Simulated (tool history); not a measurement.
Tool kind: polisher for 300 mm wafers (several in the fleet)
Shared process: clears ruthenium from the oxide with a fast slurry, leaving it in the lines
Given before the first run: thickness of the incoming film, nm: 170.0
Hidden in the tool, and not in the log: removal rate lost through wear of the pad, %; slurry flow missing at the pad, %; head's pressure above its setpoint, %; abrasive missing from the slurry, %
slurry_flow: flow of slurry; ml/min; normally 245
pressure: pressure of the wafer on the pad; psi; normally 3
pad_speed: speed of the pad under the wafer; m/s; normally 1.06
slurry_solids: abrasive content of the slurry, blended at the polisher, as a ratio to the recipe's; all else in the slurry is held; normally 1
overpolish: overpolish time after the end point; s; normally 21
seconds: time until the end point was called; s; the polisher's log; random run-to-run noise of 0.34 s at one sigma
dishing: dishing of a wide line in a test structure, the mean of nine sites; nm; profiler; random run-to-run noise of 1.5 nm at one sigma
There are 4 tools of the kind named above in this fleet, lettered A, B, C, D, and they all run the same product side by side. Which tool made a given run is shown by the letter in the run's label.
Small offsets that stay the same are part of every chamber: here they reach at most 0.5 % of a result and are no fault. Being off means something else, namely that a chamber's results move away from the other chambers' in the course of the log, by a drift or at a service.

run     day  slurry_flow  pressure  pad_speed  slurry_solids  overpolish  wafers polished on this pad  hours since the slurry nozzle was cleaned  hours since the head pressure was calibrated  hours since the slurry blender was calibrated  seconds  dishing
 1B   0.412          245         3       1.06              1          21                         1158                                      487.4                                         261.9                                          102.7   34.968   77.233
      0.692  -- chamber B: worn pad replaced by a new one
        0.7  -- chamber A: worn pad replaced by a new one
 2A   0.942          245         3       1.06              1          21                           65                                       71.7                                          50.9                                          345.8   34.869   77.219
      1.242  -- chamber C: slurry blender recalibrated
 3C   1.329          245         3       1.06              1          21                         1044                                      207.5                                         487.5                                            2.2   34.977   77.006
 4D   1.933          245         3       1.06              1          21                          920                                      311.1                                         508.8                                          315.9   34.572   76.716
      1.992  -- chamber C: worn pad replaced by a new one
 5D   2.208          245         3       1.06              1          21                          994                                      317.7                                         515.4                                          322.5   34.783   76.811
      2.604  -- chamber D: slurry blender recalibrated
 6C   2.617          245         3       1.06              1          21                          169                                      238.4                                         518.4                                           33.1   34.348   79.136
 7A   2.917          245         3       1.06              1          21                          598                                      119.1                                          98.3                                          393.2   34.779   78.015
 8B   3.246          245         3       1.06              1          21                          689                                      555.4                                         329.9                                          170.7   34.759   79.551
      3.312  -- chamber B: slurry nozzle cleaned
 9A   3.854          245       2.5       1.06              1          21                          852                                      141.6                                         120.8                                          415.7   41.741    66.39
10C   4.171          245       2.5       1.06              1          21                          589                                      275.7                                         555.7                                           70.4   40.603   67.883
11B   4.521          245       2.5       1.06              1          21                         1034                                       29.1                                         360.5                                          201.3   42.164   65.368
      4.875  -- chamber B: worn pad replaced by a new one
      4.912  -- chamber A: worn pad replaced by a new one
12D   5.038          245       2.5       1.06              1          21                         1758                                      385.6                                         583.3                                           58.5   41.542   64.867
13C   5.325          245         3       1.06              1          21                          901                                      303.4                                         583.4                                           98.1    34.58   77.019
      5.612  -- chamber C: worn pad replaced by a new one
      5.779  -- chamber D: slurry nozzle cleaned
14D   5.883          245         3       1.06              1          21                         1987                                        2.6                                         603.6                                           78.8   34.425   77.009
      6.029  -- chamber A: slurry blender recalibrated
15B   6.296          245         3       1.06              1          21                          384                                       71.7                                         403.1                                          243.9   35.011    78.23
16A   6.854          245         3       1.06              1          21                          524                                      213.6                                         192.8                                           19.9   34.511   75.947
17B   7.192          245         3       1.06              1          21                          626                                       93.2                                         424.6                                          265.4   34.421   76.904
      7.321  -- chamber A: slurry nozzle cleaned
      7.496  -- chamber C: slurry blender recalibrated
18A     7.5          245         3       1.06              1          21                          699                                        4.3                                         208.3                                           35.4   34.751   80.971
19D   7.912          245       3.6       1.06              1          28                         2535                                       51.3                                         652.3                                          127.5   29.726   110.58
20C   8.483          245       3.6       1.06              1          28                          776                                      379.2                                         659.2                                           23.8   28.872   113.67
      8.546  -- chamber B: worn pad replaced by a new one
21A   8.775          245       3.6       1.06              1          28                         1043                                       34.9                                         238.9                                             66   29.177      114
      8.825  -- chamber B: slurry blender recalibrated
      9.038  -- chamber A: worn pad replaced by a new one
22D   9.192          245       3.6       1.06              1          28                         2881                                         82                                           683                                          158.2   29.506   107.44
23B   9.567          245         3       1.06              1          21                          276                                      150.2                                         481.6                                           17.8   34.985   78.337
24C   9.946          315         3       1.06              1          11                         1171                                      414.3                                         694.3                                           58.9   33.469   46.292
     10.071  -- chamber C: worn pad replaced by a new one
25A  10.562          315         3       1.06              1          11                          412                                       77.8                                         281.8                                          108.9   33.662    45.51
26B  10.892          315         3       1.06              1          11                          634                                        182                                         513.4                                           49.6   33.934   46.034
27D  11.196          315         3       1.06              1          11                         3422                                      130.1                                         731.1                                          206.3   35.344   43.201
28C  11.754          245         3       1.06              1          21                          455                                      457.7                                         737.7                                          102.3   34.695   75.523
     12.225  -- chamber B: worn pad replaced by a new one
     12.267  -- chamber C: slurry nozzle cleaned
29C  12.317          245         3       1.06              1          21                          607                                        1.3                                         751.2                                          115.8    34.06   79.184
     12.725  -- chamber A: worn pad replaced by a new one
30B  12.896          245         3       1.06              1          21                          182                                      230.1                                         561.5                                           97.7   34.832   75.813
31D  13.254          245         3       1.06              1          21                         3978                                      179.5                                         780.5                                          255.7   36.534   71.563
     13.296  -- chamber B: head pressure recalibrated
     13.479  -- chamber A: head pressure recalibrated
32A    13.8          245         3       1.06              1          21                          291                                      155.5                                           7.8                                          186.6   34.313   75.463
33B  14.279          245         3       1.06              1          21                          555                                      263.3                                          23.6                                          130.9   34.903   76.918
34A  14.871          245         3       1.06              1          21                          580                                      181.2                                          33.5                                          212.3   34.564   76.334
35D  15.467          245         3       1.06              1          21                         4575                                      232.6                                         833.6                                          308.8   37.802    68.86

Is one chamber out of step, is the gauge drifting, or do the chambers differ by no more than their own small offsets? For an off chamber, give its letter and the likeliest cause.

One chamber, D, drifts off from the rest bit by bit.
Likeliest cause: removal rate lost through wear of the pad, % = 9.33.
The log might look much the same if the cause were instead: head's pressure below its setpoint, %; abrasive missing from the slurry, %.

Below are 4 candidate recipes for chamber D's next run, each the usual settings with a change, their results shown as question marks. Which of them brings D's results back in line with what the other chambers give on the usual settings?
Counts as in line when no further than this from what the other chambers average on the usual settings: seconds 1.2 s; dishing 5.4 nm
36D-1  15.917          245       3.1       1.12              1          21                                                                                                                                                                             ?        ?
36D-2  15.917          245         3       1.08              1          21                                                                                                                                                                             ?        ?
36D-3  15.917          245       2.9          1              1          21                                                                                                                                                                             ?        ?
36D-4  15.917          245         3       1.04              1          21                                                                                                                                                                             ?        ?

Usual-settings mean across the other chambers: seconds 34.667 s; dishing 77.423 nm
  run  seconds  dishing
36D-1   34.555   76.762
36D-2   37.063   72.477
36D-3   41.475   65.986
36D-4   38.511   70.213
The answer is 36D-1, which returns the chamber to within the allowed miss of the others.
